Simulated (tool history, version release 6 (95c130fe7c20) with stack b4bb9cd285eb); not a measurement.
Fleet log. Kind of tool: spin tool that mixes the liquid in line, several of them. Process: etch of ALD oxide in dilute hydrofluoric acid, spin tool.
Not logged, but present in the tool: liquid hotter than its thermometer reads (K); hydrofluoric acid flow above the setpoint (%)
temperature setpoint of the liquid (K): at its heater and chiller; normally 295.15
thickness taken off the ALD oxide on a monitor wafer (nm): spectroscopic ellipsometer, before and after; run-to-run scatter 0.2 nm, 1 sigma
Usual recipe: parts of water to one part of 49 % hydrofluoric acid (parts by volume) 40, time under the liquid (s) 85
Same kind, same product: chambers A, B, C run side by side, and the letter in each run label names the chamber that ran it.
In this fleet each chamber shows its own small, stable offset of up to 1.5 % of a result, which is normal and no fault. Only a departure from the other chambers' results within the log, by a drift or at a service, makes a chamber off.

run    day  temperature setpoint of the liquid (K)  parts of water to one part of 49 % hydrofluoric acid (parts by volume)  time under the liquid (s)  hours since the thermometer was replaced  hours since the hydrofluoric acid flow meter was replaced  read-back film thickness of the ALD oxide reference wafer, read on the same gauge (nm)  thickness taken off the ALD oxide on a monitor wafer (nm)
 1A  0.225                                  295.15                                                                      40                         85                                     282.6                                                     1444.6                                                                                  49.990                                                     20.772
 2C  0.367                                  295.15                                                                      40                         85                                     540.9                                                      185.1                                                                                  49.998                                                     20.419
 3B  0.550                                  295.15                                                                      40                         85                                    1219.4                                                      897.2                                                                                  50.001                                                     21.182
 4C  0.696                                  295.15                                                                      40                         85                                     548.8                                                      193.0                                                                                  50.002                                                     20.729
 5B  0.917                                  295.15                                                                      40                         85                                    1228.2                                                      906.0                                                                                  50.010                                                     21.097
 6A  1.104                                  295.15                                                                      40                         85                                     303.7                                                     1465.7                                                                                  50.022                                                     20.831
 7C  1.229                                  295.15                                                                      40                         85                                     561.6                                                      205.8                                                                                  50.012                                                     20.534
 8B  1.346                                  290.65                                                                      40                        130                                    1238.5                                                      916.3                                                                                  50.028                                                     26.338
 9A  1.583                                  290.65                                                                      40                        130                                     315.2                                                     1477.2                                                                                  50.025                                                     26.095
10A  1.796                                  290.65                                                                      40                        130                                     320.3                                                     1482.3                                                                                  49.996                                                     26.170
11B  1.946                                  292.65                                                                      30                         85                                    1252.9                                                      930.7                                                                                  49.990                                                     25.250
12C  2.167                                  292.65                                                                      30                         85                                     584.1                                                      228.3                                                                                  49.986                                                     25.239
13A  2.346                                  292.65                                                                      30                         85                                     333.5                                                     1495.5                                                                                  49.995                                                     25.269
14C  2.492                                  295.15                                                                      40                         85                                     591.9                                                      236.1                                                                                  49.984                                                     20.696
15B  2.692                                  295.15                                                                      40                         85                                    1270.8                                                      948.6                                                                                  49.997                                                     21.108
16B  2.808                                  295.15                                                                      40                         85                                    1273.6                                                      951.4                                                                                  50.004                                                     20.790
17A  2.975                                  295.15                                                                      40                         85                                     348.6                                                     1510.6                                                                                  49.996                                                     20.990
18C  3.142                                  295.15                                                                      40                         85                                     607.5                                                      251.7                                                                                  50.010                                                     20.667
19B  3.262                                  295.15                                                                      40                         85                                    1284.5                                                      962.3                                                                                  50.037                                                     21.109
20C  3.462                                  295.15                                                                      40                         85                                     615.2                                                      259.4                                                                                  50.021                                                     20.768
21A  3.675                                  295.15                                                                      40                         85                                     365.4                                                     1527.4                                                                                  49.974                                                     20.698
22C  3.912                                  295.15                                                                      40                         60                                     626.0                                                      270.2                                                                                  50.041                                                     14.594
23B  4.138                                  295.15                                                                      40                         60                                    1305.5                                                      983.3                                                                                  50.020                                                     14.926
24A  4.342                                  295.15                                                                      40                         60                                     381.4                                                     1543.4                                                                                  50.001                                                     14.871
25C  4.579                                  295.15                                                                      40                         85                                     642.0                                                      286.2                                                                                  50.003                                                     20.400
26A  4.688                                  295.15                                                                      40                         85                                     389.7                                                     1551.7                                                                                  49.999                                                     20.708
27B  4.838                                  295.15                                                                      40                         85                                    1322.3                                                     1000.1                                                                                  49.982                                                     20.746
28C  4.946                                  293.15                                                                      40                         85                                     650.8                                                      295.0                                                                                  50.007                                                     19.055

Next, all 3 chambers run the settings below, one line each with question marks for the results. What does each chamber give?
29A  5.121                                  295.15                                                                      40                         85                                                                                                                                                                                                                                                       ?
29B  5.121                                  295.15                                                                      40                         85                                                                                                                                                                                                                                                       ?
29C  5.121                                  295.15                                                                      40                         85                                                                                                                                                                                                                                                       ?

run  thickness taken off the ALD oxide on a monitor wafer (nm)
29A                                                     21.177
29B                                                     21.212
29C                                                     20.784

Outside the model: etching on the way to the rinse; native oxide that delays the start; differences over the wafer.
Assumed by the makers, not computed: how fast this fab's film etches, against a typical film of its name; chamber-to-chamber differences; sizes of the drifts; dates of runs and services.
